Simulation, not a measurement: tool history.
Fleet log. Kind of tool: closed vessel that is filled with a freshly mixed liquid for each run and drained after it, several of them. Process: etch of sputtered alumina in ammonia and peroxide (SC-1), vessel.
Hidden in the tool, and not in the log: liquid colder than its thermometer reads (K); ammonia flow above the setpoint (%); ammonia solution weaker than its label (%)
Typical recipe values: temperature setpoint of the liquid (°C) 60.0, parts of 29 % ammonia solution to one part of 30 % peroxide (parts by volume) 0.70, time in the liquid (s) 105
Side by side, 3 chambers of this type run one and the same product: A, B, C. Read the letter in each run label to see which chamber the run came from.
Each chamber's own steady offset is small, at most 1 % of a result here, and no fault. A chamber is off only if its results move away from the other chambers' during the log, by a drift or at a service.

| run | hour | temperature setpoint of the liquid (°C) | parts of 29 % ammonia solution to one part of 30 % peroxide (parts by volume) | time in the liquid (s) | hours since the thermometer was replaced | hours since the ammonia flow meter was replaced | hours since the drum of ammonia solution was connected | read-back film thickness of the sputtered alumina reference wafer, read on the same gauge (nm) | thickness taken off the sputtered alumina on a monitor wafer (angstrom) |
|---|---|---|---|---|---|---|---|---|---|
| 1C | 14.3 | 60.0 | 0.70 | 105 | 1614.5 | 773.1 | 434.0 | 99.984 | 108.450 |
| 2A | 27.5 | 60.0 | 0.70 | 105 | 232.4 | 231.5 | 350.2 | 100.040 | 108.360 |
| 3B | 39.3 | 60.0 | 0.70 | 105 | 979.5 | 830.9 | 664.9 | 99.963 | 107.380 |
|  | 44.9 | chamber A: new drum of ammonia solution connected |
|  | 48.2 | chamber C: new drum of ammonia solution connected |
| 4A | 49.3 | 60.0 | 0.70 | 105 | 254.2 | 253.3 | 4.5 | 99.985 | 108.330 |
| 5B | 57.7 | 60.0 | 0.70 | 105 | 997.9 | 849.3 | 683.3 | 99.996 | 108.360 |
| 6C | 65.5 | 60.0 | 0.70 | 105 | 1665.7 | 824.3 | 17.4 | 100.020 | 106.450 |
| 7B | 74.1 | 60.0 | 0.70 | 105 | 1014.3 | 865.7 | 699.7 | 99.971 | 108.720 |
| 8C | 88.0 | 60.0 | 0.70 | 105 | 1688.2 | 846.8 | 39.9 | 100.000 | 106.510 |
| 9A | 98.2 | 60.0 | 0.70 | 105 | 303.1 | 302.2 | 53.4 | 99.977 | 107.180 |
| 10B | 109.4 | 65.5 | 0.70 | 165 | 1049.6 | 901.0 | 735.0 | 100.020 | 225.570 |
| 11A | 116.7 | 65.5 | 0.70 | 165 | 321.6 | 320.7 | 71.9 | 99.996 | 222.210 |
| 12C | 129.2 | 65.5 | 0.70 | 165 | 1729.4 | 888.0 | 81.1 | 99.982 | 223.230 |
| 13C | 138.2 | 60.0 | 0.70 | 105 | 1738.4 | 897.0 | 90.1 | 100.000 | 106.530 |
| 14B | 145.2 | 60.0 | 0.70 | 105 | 1085.4 | 936.8 | 770.8 | 100.030 | 110.080 |
| 15A | 153.0 | 60.0 | 0.70 | 105 | 357.9 | 357.0 | 108.2 | 100.030 | 110.890 |
| 16B | 166.0 | 60.0 | 0.70 | 105 | 1106.2 | 957.6 | 791.6 | 100.000 | 107.120 |
| 17A | 178.0 | 60.0 | 0.70 | 105 | 382.9 | 382.0 | 133.2 | 99.982 | 107.700 |
| 18C | 192.2 | 60.0 | 0.70 | 105 | 1792.4 | 951.0 | 144.1 | 99.956 | 107.930 |
| 19B | 204.5 | 60.0 | 0.70 | 105 | 1144.7 | 996.1 | 830.1 | 99.999 | 109.360 |
|  | 206.7 | chamber B: new drum of ammonia solution connected |
| 20A | 219.4 | 60.0 | 0.70 | 105 | 424.3 | 423.4 | 174.6 | 99.958 | 107.190 |
| 21C | 230.9 | 60.0 | 0.70 | 105 | 1831.1 | 989.7 | 182.8 | 99.995 | 106.680 |
| 22B | 239.0 | 60.0 | 0.95 | 65 | 1179.2 | 1030.6 | 32.4 | 100.050 | 69.593 |
|  | 243.7 | chamber C: thermometer replaced |
| 23C | 252.5 | 60.0 | 0.95 | 65 | 8.9 | 1011.3 | 204.4 | 100.060 | 68.879 |
| 24A | 260.9 | 60.0 | 0.95 | 65 | 465.8 | 464.9 | 216.1 | 100.000 | 68.737 |
| 25B | 268.5 | 60.0 | 0.70 | 105 | 1208.7 | 1060.1 | 61.9 | 100.020 | 108.860 |
| 26C | 276.8 | 60.0 | 0.70 | 105 | 33.2 | 1035.6 | 228.7 | 100.040 | 107.420 |
| 27A | 283.3 | 69.5 | 0.55 | 105 | 488.2 | 487.3 | 238.5 | 99.993 | 168.130 |
| 28C | 296.6 | 69.5 | 0.55 | 105 | 53.0 | 1055.4 | 248.5 | 99.973 | 168.960 |
| 29A | 304.7 | 69.5 | 0.55 | 105 | 509.6 | 508.7 | 259.9 | 100.020 | 168.170 |
| 30B | 318.4 | 60.0 | 0.70 | 105 | 1258.6 | 1110.0 | 111.8 | 99.992 | 108.490 |

The same settings go to every chamber for the next run, one line per chamber below. Forecast the results for each:
| 31A | 329.1 | 60.0 | 0.70 | 105 |  |  |  |  | ? |
| 31B | 329.1 | 60.0 | 0.70 | 105 |  |  |  |  | ? |
| 31C | 329.1 | 60.0 | 0.70 | 105 |  |  |  |  | ? |

| run | thickness taken off the sputtered alumina on a monitor wafer (angstrom) |
|---|---|
| 31A | 106.470 |
| 31B | 110.620 |
| 31C | 107.740 |
